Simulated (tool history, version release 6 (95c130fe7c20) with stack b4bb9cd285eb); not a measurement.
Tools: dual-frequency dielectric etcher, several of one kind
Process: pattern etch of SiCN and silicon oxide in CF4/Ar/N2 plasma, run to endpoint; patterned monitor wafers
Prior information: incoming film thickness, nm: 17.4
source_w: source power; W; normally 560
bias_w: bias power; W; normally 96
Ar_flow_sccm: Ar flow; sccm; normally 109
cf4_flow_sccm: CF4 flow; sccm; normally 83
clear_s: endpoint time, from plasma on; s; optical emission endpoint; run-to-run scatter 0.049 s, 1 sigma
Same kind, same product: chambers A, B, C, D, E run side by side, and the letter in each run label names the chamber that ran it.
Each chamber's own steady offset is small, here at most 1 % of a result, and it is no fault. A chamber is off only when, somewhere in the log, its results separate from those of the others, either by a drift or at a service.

| run | hour | source_w | bias_w | Ar_flow_sccm | cf4_flow_sccm | clear_s |
|---|---|---|---|---|---|---|
| 1D | 3.7 | 560 | 96 | 109 | 83 | 14.978 |
| 2C | 7.1 | 560 | 96 | 109 | 83 | 14.911 |
| 3A | 12.7 | 560 | 96 | 109 | 83 | 14.962 |
| 4B | 18.8 | 560 | 96 | 109 | 83 | 15.082 |
|  | 23.3 | chamber C: wet clean of the chamber |
| 5E | 23.3 | 560 | 96 | 109 | 83 | 14.825 |
| 6E | 28.8 | 560 | 86 | 109 | 99 | 15.064 |
|  | 34.4 | chamber B: bias power generator calibrated |
| 7A | 35.4 | 560 | 86 | 109 | 99 | 15.134 |
| 8C | 42.5 | 560 | 86 | 109 | 99 | 15.145 |
| 9B | 47.2 | 560 | 86 | 109 | 99 | 15.164 |
| 10D | 51.7 | 560 | 86 | 109 | 99 | 15.074 |
| 11C | 56.1 | 560 | 96 | 109 | 83 | 14.949 |
| 12E | 61.3 | 560 | 96 | 85 | 70 | 14.761 |
| 13A | 66.3 | 560 | 96 | 85 | 70 | 14.823 |
| 14D | 69.9 | 560 | 96 | 85 | 70 | 14.79 |
| 15B | 73.3 | 560 | 96 | 85 | 70 | 14.851 |
| 16A | 76.7 | 560 | 96 | 85 | 70 | 14.903 |
|  | 79.1 | chamber B: wet clean of the chamber |
| 17E | 80.1 | 430 | 96 | 109 | 83 | 18.857 |
|  | 84.1 | chamber E: wet clean of the chamber |
| 18D | 87.2 | 430 | 96 | 109 | 83 | 18.75 |
| 19C | 92.6 | 430 | 96 | 109 | 83 | 18.762 |
| 20B | 98.1 | 430 | 96 | 109 | 83 | 19.141 |
| 21A | 103.8 | 430 | 96 | 109 | 83 | 19.019 |
| 22C | 109.8 | 560 | 96 | 109 | 83 | 14.9 |
| 23B | 117 | 560 | 96 | 109 | 83 | 15.097 |
| 24D | 122.7 | 560 | 96 | 109 | 83 | 14.946 |
| 25E | 129.8 | 560 | 96 | 109 | 83 | 15.432 |
| 26A | 136 | 560 | 96 | 109 | 83 | 15.018 |
| 27E | 141.4 | 560 | 96 | 109 | 83 | 15.538 |
| 28C | 148.3 | 490 | 80 | 109 | 83 | 17.91 |
| 29B | 152.8 | 490 | 80 | 109 | 83 | 18.06 |
| 30D | 156.1 | 490 | 80 | 109 | 83 | 17.873 |
| 31C | 162.4 | 490 | 80 | 109 | 83 | 17.82 |
| 32A | 169.4 | 490 | 80 | 109 | 83 | 17.972 |
| 33D | 176.2 | 560 | 96 | 109 | 83 | 14.97 |
| 34E | 180.2 | 560 | 96 | 109 | 83 | 15.442 |

Each of the 5 chambers runs these same settings next. Fill in every chamber's results:
| 35A | 185.4 | 560 | 96 | 109 | 83 | ? |
| 35B | 185.4 | 560 | 96 | 109 | 83 | ? |
| 35C | 185.4 | 560 | 96 | 109 | 83 | ? |
| 35D | 185.4 | 560 | 96 | 109 | 83 | ? |
| 35E | 185.4 | 560 | 96 | 109 | 83 | ? |

| run | clear_s |
|---|---|
| 35A | 14.945 |
| 35B | 15.025 |
| 35C | 14.912 |
| 35D | 14.945 |
| 35E | 15.438 |
